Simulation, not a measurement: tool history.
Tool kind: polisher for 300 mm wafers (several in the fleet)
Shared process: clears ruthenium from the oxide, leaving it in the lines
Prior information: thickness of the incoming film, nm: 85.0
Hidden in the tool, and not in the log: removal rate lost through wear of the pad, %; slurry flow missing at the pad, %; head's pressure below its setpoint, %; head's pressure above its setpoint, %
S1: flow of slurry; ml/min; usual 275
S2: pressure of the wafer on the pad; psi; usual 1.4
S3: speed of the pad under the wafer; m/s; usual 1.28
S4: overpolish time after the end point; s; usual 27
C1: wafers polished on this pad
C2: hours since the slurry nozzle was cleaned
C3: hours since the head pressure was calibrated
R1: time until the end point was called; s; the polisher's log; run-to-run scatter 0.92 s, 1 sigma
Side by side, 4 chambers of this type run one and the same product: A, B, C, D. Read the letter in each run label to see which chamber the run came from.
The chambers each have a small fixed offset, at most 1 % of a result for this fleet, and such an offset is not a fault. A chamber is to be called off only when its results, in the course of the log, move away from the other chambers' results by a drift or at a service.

| run | hour | S1 | S2 | S3 | S4 | C1 | C2 | C3 | R1 |
|---|---|---|---|---|---|---|---|---|---|
| 1D | 5.0 | 275 | 1.4 | 1.28 | 27 | 1443 | 264.2 | 199.0 | 85.322 |
|  | 5.4 | chamber D: worn pad replaced by a new one |
| 2C | 8.7 | 275 | 1.4 | 1.28 | 27 | 539 | 16.8 | 445.9 | 85.178 |
|  | 10.2 | chamber A: worn pad replaced by a new one |
| 3B | 13.5 | 275 | 1.4 | 1.28 | 27 | 443 | 190.9 | 716.1 | 83.333 |
| 4A | 19.0 | 275 | 1.4 | 1.28 | 27 | 109 | 201.3 | 336.3 | 83.977 |
| 5A | 22.6 | 275 | 1.4 | 1.28 | 27 | 153 | 204.9 | 339.9 | 85.714 |
| 6C | 27.8 | 275 | 1.4 | 1.28 | 27 | 776 | 35.9 | 465.0 | 83.729 |
|  | 29.2 | chamber B: worn pad replaced by a new one |
| 7B | 31.4 | 275 | 1.4 | 1.28 | 27 | 28 | 208.8 | 734.0 | 84.456 |
| 8D | 36.2 | 275 | 1.4 | 1.28 | 27 | 381 | 295.4 | 230.2 | 84.981 |
| 9A | 39.6 | 275 | 1.4 | 1.28 | 27 | 364 | 221.9 | 356.9 | 86.434 |
| 10B | 44.9 | 210 | 1.4 | 1.28 | 27 | 195 | 222.3 | 747.5 | 88.434 |
|  | 46.1 | chamber A: slurry nozzle cleaned |
| 11C | 49.5 | 210 | 1.4 | 1.28 | 27 | 1045 | 57.6 | 486.7 | 87.681 |
| 12D | 51.9 | 210 | 1.4 | 1.28 | 27 | 575 | 311.1 | 245.9 | 86.995 |
| 13B | 55.7 | 210 | 1.4 | 1.28 | 27 | 329 | 233.1 | 758.3 | 88.294 |
|  | 57.8 | chamber D: slurry nozzle cleaned |
| 14A | 60.2 | 275 | 1.4 | 1.28 | 27 | 619 | 14.2 | 377.5 | 87.760 |
| 15C | 65.2 | 275 | 1.4 | 1.28 | 27 | 1239 | 73.3 | 502.4 | 83.740 |
| 16D | 69.6 | 275 | 1.4 | 1.28 | 27 | 795 | 11.9 | 263.6 | 83.635 |
| 17D | 73.0 | 275 | 1.4 | 1.28 | 34 | 837 | 15.3 | 267.0 | 85.348 |
|  | 75.1 | chamber A: worn pad replaced by a new one |
| 18B | 77.9 | 275 | 1.4 | 1.28 | 34 | 604 | 255.3 | 780.5 | 83.136 |
|  | 79.2 | chamber B: worn pad replaced by a new one |
| 19A | 82.3 | 275 | 1.4 | 1.28 | 34 | 89 | 36.3 | 399.6 | 90.136 |
|  | 83.7 | chamber C: worn pad replaced by a new one |
| 20C | 85.4 | 275 | 1.4 | 1.28 | 34 | 22 | 93.5 | 522.6 | 83.883 |
| 21C | 88.4 | 275 | 1.4 | 1.28 | 27 | 59 | 96.5 | 525.6 | 84.473 |
| 22D | 92.9 | 275 | 1.4 | 1.28 | 27 | 1083 | 35.2 | 286.9 | 84.701 |
| 23A | 97.5 | 345 | 1.4 | 1.28 | 27 | 277 | 51.5 | 414.8 | 87.665 |
| 24B | 103.1 | 345 | 1.4 | 1.28 | 27 | 297 | 280.5 | 805.7 | 83.542 |
| 25C | 107.1 | 345 | 1.4 | 1.28 | 27 | 290 | 115.2 | 544.3 | 82.386 |
| 26D | 111.1 | 345 | 1.4 | 1.28 | 27 | 1308 | 53.4 | 305.1 | 83.967 |
| 27B | 115.2 | 275 | 1.4 | 1.28 | 27 | 447 | 292.6 | 817.8 | 85.111 |
| 28A | 119.5 | 275 | 1.4 | 1.28 | 27 | 550 | 73.5 | 436.8 | 91.731 |

Which is it: a chamber that has drifted or been left off by a service, a gauge drift common to all chambers, or only each chamber's usual small offset? If a chamber is off, name it and its likeliest cause.

Little by little, chamber A moves away from the other chambers.
Cause: head's pressure below its setpoint, % = 7.21.

Below are 4 candidate recipes for chamber A's next run, each the usual settings with a change, their results shown as question marks. Which of them brings A's results back in line with what the other chambers give on the usual settings?
In line means no further than this from the other chambers' mean on the usual settings: R1 3.200 s
| 29A-1 | 123.6 | 275 | 1.4 | 1.46 | 27 |  |  |  | ? |
| 29A-2 | 123.6 | 270 | 1.4 | 1.12 | 27 |  |  |  | ? |
| 29A-3 | 123.6 | 275 | 1.4 | 1.36 | 27 |  |  |  | ? |
| 29A-4 | 123.6 | 275 | 1.3 | 1.28 | 27 |  |  |  | ? |

Mean of the other chambers on the usual settings: R1 85.030 s
| run | R1 |
|---|---|
| 29A-1 | 80.139 |
| 29A-2 | 105.000 |
| 29A-3 | 86.099 |
| 29A-4 | 98.473 |
Change 29A-3 lands the chamber within the allowed miss of the other chambers.

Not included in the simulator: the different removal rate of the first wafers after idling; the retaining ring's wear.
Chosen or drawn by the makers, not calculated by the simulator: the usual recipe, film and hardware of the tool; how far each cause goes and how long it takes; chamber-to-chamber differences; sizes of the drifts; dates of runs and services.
